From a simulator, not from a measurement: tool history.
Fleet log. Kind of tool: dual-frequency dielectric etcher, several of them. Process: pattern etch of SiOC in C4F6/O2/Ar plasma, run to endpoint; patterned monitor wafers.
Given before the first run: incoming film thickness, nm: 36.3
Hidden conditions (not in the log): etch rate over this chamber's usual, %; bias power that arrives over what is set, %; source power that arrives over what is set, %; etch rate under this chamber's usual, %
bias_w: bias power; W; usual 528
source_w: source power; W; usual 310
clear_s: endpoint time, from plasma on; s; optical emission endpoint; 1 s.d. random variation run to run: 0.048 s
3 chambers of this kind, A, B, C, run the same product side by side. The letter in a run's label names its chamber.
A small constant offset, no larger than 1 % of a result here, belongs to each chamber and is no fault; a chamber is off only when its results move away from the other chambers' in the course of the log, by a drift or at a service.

run    day  bias_w  source_w  hours since the last wet clean  hours since the last bias power generator calibration  hours since the last source power generator calibration  clear_s
 1C  0.329     528       310                            66.0                                                  713.4                                                    742.2   13.129
 2B  0.721     528       310                           442.0                                                  816.5                                                    212.0   13.244
 3A  1.012     528       310                           420.3                                                 1176.6                                                   2223.6   13.194
 4C  1.217     528       310                            87.3                                                  734.7                                                    763.5   13.109
 5A  1.504     528       310                           432.1                                                 1188.4                                                   2235.4   13.171
 6B  1.896     528       310                           470.2                                                  844.7                                                    240.2   13.239
 7A  2.154     528       310                           447.7                                                 1204.0                                                   2251.0   13.261
     2.275  -- chamber B: wet clean of the chamber
 8B  2.446     602       370                             4.1                                                  857.9                                                    253.4   11.777
 9C  2.838     602       370                           126.2                                                  773.6                                                    802.4   11.595
10B  3.062     602       370                            18.9                                                  872.7                                                    268.2   11.685
11C  3.438     528       310                           140.6                                                  788.0                                                    816.8   13.132
12A  3.825     528       310                           487.8                                                 1244.1                                                   2291.1   13.000
13A  4.167     528       310                           496.0                                                 1252.3                                                   2299.3   12.923
14B  4.583     528       310                            55.4                                                  909.2                                                    304.7   13.310
15C  4.871     528       310                           175.0                                                  822.4                                                    851.2   13.087
16A  5.079     528       310                           517.9                                                 1274.2                                                   2321.2   12.890
17B  5.446     528       310                            76.1                                                  929.9                                                    325.4   13.222
18C  5.833     528       310                           198.1                                                  845.5                                                    874.3   12.943
19B  6.050     528       310                            90.6                                                  944.4                                                    339.9   13.338
20A  6.321     528       310                           547.7                                                 1304.0                                                   2351.0   12.766
21C  6.688     528       310                           218.6                                                  866.0                                                    894.8   12.992
22A  6.904     528       310                           561.7                                                 1318.0                                                   2365.0   12.676
23B  7.267     576       380                           119.8                                                  973.6                                                    369.1   11.945
24C  7.588     576       380                           240.2                                                  887.6                                                    916.4   11.649
25B  7.971     576       380                           136.7                                                  990.5                                                    386.0   11.880
26A  8.375     528       310                           597.0                                                 1353.3                                                   2400.3   12.476

What goes on in this fleet: one chamber off, a drifting gauge, or nothing beyond the chambers' own small offsets? Name the chamber and the cause, if any.

Little by little, chamber A moves away from the other chambers.
Likeliest cause: etch rate over this chamber's usual, % = 5.16.

Chamber A could run next with any of the 4 candidate recipes listed below; each alters the usual settings, and their results appear as question marks. Which one brings its results back in line with what the other chambers deliver on the usual settings?
In line here means within this much of the mean the other chambers give on the usual settings: clear_s 0.170 s
27A-1  8.692     562       330                                                                                                                                                        ?
27A-2  8.692     503       310                                                                                                                                                        ?
27A-3  8.692     494       290                                                                                                                                                        ?
27A-4  8.692     553       310                                                                                                                                                        ?

Other chambers, usual settings, mean: clear_s 13.144 s
  run  clear_s
27A-1   11.961
27A-2   12.774
27A-3   13.187
27A-4   12.318
27A-3 is the one that brings the chamber's results back in line with the other chambers.
